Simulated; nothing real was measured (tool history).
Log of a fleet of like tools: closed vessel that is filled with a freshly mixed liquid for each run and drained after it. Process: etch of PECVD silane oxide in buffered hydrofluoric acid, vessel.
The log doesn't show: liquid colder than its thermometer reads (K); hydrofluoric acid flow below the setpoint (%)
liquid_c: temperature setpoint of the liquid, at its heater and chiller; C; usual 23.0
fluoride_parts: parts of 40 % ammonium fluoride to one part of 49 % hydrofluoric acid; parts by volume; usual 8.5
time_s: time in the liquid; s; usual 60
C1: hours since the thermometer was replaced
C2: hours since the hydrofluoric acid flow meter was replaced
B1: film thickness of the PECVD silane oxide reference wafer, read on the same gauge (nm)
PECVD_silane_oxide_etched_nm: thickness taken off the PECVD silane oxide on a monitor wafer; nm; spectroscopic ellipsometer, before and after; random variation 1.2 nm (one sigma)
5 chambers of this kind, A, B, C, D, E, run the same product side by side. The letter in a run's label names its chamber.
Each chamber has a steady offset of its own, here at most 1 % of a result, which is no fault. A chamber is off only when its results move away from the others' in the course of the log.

Run 1A, hour 5.1: usual settings; C1 1070.7; C2 199.9; B1 30.013. Result: PECVD_silane_oxide_etched_nm 173.01 nm.
Run 2D, hour 13.4: usual settings; C1 860.5; C2 790.3; B1 29.987. Result: PECVD_silane_oxide_etched_nm 171.76 nm.
Run 3C, hour 23.9: usual settings; C1 732.9; C2 914.4; B1 29.974. Result: PECVD_silane_oxide_etched_nm 175.54 nm.
Run 4B, hour 33.6: usual settings; C1 775.3; C2 452.9; B1 30.038. Result: PECVD_silane_oxide_etched_nm 174.30 nm.
Run 5E, hour 43.6: usual settings; C1 1582.8; C2 1380.0; B1 30.039. Result: PECVD_silane_oxide_etched_nm 174.76 nm.
Run 6E, hour 50.5: usual settings; C1 1589.7; C2 1386.9; B1 30.035. Result: PECVD_silane_oxide_etched_nm 174.59 nm.
Run 7A, hour 56.3: usual settings; C1 1121.9; C2 251.1; B1 30.002. Result: PECVD_silane_oxide_etched_nm 169.66 nm.
Run 8D, hour 66.7: usual settings; C1 913.8; C2 843.6; B1 29.975. Result: PECVD_silane_oxide_etched_nm 171.37 nm.
Run 9C, hour 77.3: usual settings but fluoride_parts 7.0 parts by volume, time_s 45 s; C1 786.3; C2 967.8; B1 30.030. Result: PECVD_silane_oxide_etched_nm 162.64 nm.
Run 10B, hour 82.0: usual settings but fluoride_parts 7.0 parts by volume, time_s 45 s; C1 823.7; C2 501.3; B1 29.950. Result: PECVD_silane_oxide_etched_nm 161.99 nm.
At hour 84.7: chamber B: hydrofluoric acid flow meter replaced.
Run 11E, hour 89.9: usual settings but fluoride_parts 7.0 parts by volume, time_s 45 s; C1 1629.1; C2 1426.3; B1 30.031. Result: PECVD_silane_oxide_etched_nm 159.86 nm.
Run 12B, hour 100.2: usual settings but fluoride_parts 7.0 parts by volume, time_s 45 s; C1 841.9; C2 15.6; B1 30.021. Result: PECVD_silane_oxide_etched_nm 161.74 nm.
Run 13C, hour 108.9: usual settings but fluoride_parts 7.0 parts by volume, time_s 45 s; C1 817.9; C2 999.4; B1 30.032. Result: PECVD_silane_oxide_etched_nm 161.09 nm.
Run 14D, hour 116.3: usual settings; C1 963.4; C2 893.2; B1 30.039. Result: PECVD_silane_oxide_etched_nm 174.04 nm.
Run 15A, hour 121.3: usual settings; C1 1186.9; C2 316.1; B1 29.942. Result: PECVD_silane_oxide_etched_nm 170.58 nm.
Run 16C, hour 126.7: usual settings; C1 835.7; C2 1017.2; B1 30.043. Result: PECVD_silane_oxide_etched_nm 173.95 nm.
Run 17D, hour 134.7: usual settings; C1 981.8; C2 911.6; B1 30.058. Result: PECVD_silane_oxide_etched_nm 173.42 nm.
Run 18E, hour 139.6: usual settings; C1 1678.8; C2 1476.0; B1 29.982. Result: PECVD_silane_oxide_etched_nm 170.35 nm.
Run 19B, hour 144.9: usual settings; C1 886.6; C2 60.3; B1 30.012. Result: PECVD_silane_oxide_etched_nm 174.60 nm.
Run 20A, hour 149.7: usual settings; C1 1215.3; C2 344.5; B1 29.996. Result: PECVD_silane_oxide_etched_nm 171.31 nm.
Run 21C, hour 155.3: usual settings; C1 864.3; C2 1045.8; B1 30.007. Result: PECVD_silane_oxide_etched_nm 176.07 nm.
Run 22B, hour 163.1: usual settings; C1 904.8; C2 78.5; B1 29.949. Result: PECVD_silane_oxide_etched_nm 174.98 nm.
Run 23D, hour 171.8: usual settings; C1 1018.9; C2 948.7; B1 30.020. Result: PECVD_silane_oxide_etched_nm 170.41 nm.
Run 24E, hour 178.1: usual settings; C1 1717.3; C2 1514.5; B1 29.965. Result: PECVD_silane_oxide_etched_nm 170.68 nm.
Run 25A, hour 184.3: usual settings; C1 1249.9; C2 379.1; B1 29.978. Result: PECVD_silane_oxide_etched_nm 173.73 nm.
Run 26B, hour 190.5: usual settings; C1 932.2; C2 105.9; B1 30.028. Result: PECVD_silane_oxide_etched_nm 173.67 nm.
Run 27D, hour 195.3: usual settings but liquid_c 24.5 C, fluoride_parts 7.0 parts by volume; C1 1042.4; C2 972.2; B1 30.029. Result: PECVD_silane_oxide_etched_nm 231.25 nm.
Run 28C, hour 200.8: usual settings but liquid_c 24.5 C, fluoride_parts 7.0 parts by volume; C1 909.8; C2 1091.3; B1 29.975. Result: PECVD_silane_oxide_etched_nm 231.53 nm.
Run 29A, hour 208.7: usual settings but liquid_c 24.5 C, fluoride_parts 7.0 parts by volume; C1 1274.3; C2 403.5; B1 29.972. Result: PECVD_silane_oxide_etched_nm 232.06 nm.
Run 30E, hour 218.6: usual settings but liquid_c 24.5 C, fluoride_parts 7.0 parts by volume; C1 1757.8; C2 1555.0; B1 29.965. Result: PECVD_silane_oxide_etched_nm 223.07 nm.
Run 31E, hour 224.2: usual settings but liquid_c 24.5 C, fluoride_parts 7.0 parts by volume; C1 1763.4; C2 1560.6; B1 30.031. Result: PECVD_silane_oxide_etched_nm 223.84 nm.
Run 32C, hour 230.1: usual settings; C1 939.1; C2 1120.6; B1 29.971. Result: PECVD_silane_oxide_etched_nm 175.39 nm.
Run 33D, hour 235.5: usual settings; C1 1082.6; C2 1012.4; B1 30.021. Result: PECVD_silane_oxide_etched_nm 171.56 nm.
Run 34A, hour 242.4: usual settings; C1 1308.0; C2 437.2; B1 30.010. Result: PECVD_silane_oxide_etched_nm 172.98 nm.
Run 35B, hour 249.5: usual settings; C1 991.2; C2 164.9; B1 29.975. Result: PECVD_silane_oxide_etched_nm 173.06 nm.

Is one chamber off against the others, does the gauge drift, or is nothing wrong? If a chamber is off, say which, and what the likeliest cause is.

Chamber E drifts away from the others.
Cause: liquid colder than its thermometer reads (K) = 1.03.
The log may not tell that from: hydrofluoric acid flow below the setpoint (%).

Here are 4 candidates for chamber E's next run, each the usual settings with a change, their results left as question marks. Which one brings its results back in line with what the others give on the usual settings?
In line means no further than this from the other chambers' mean on the usual settings: PECVD_silane_oxide_etched_nm 4.20 nm
Run 36E-1, hour 257.1: usual settings but liquid_c 22.5 C, time_s 55 s. Result: PECVD_silane_oxide_etched_nm ?.
Run 36E-2, hour 257.1: usual settings but fluoride_parts 9.0 parts by volume. Result: PECVD_silane_oxide_etched_nm ?.
Run 36E-3, hour 257.1: usual settings but liquid_c 25.0 C. Result: PECVD_silane_oxide_etched_nm ?.
Run 36E-4, hour 257.1: usual settings but liquid_c 24.0 C. Result: PECVD_silane_oxide_etched_nm ?.

The other chambers' mean on the usual settings: PECVD_silane_oxide_etched_nm 173.49 nm
  run  PECVD_silane_oxide_etched_nm
36E-1                        146.69
36E-2                        154.73
36E-3                        183.69
36E-4                        173.82
36E-4 brings the chamber back in line.
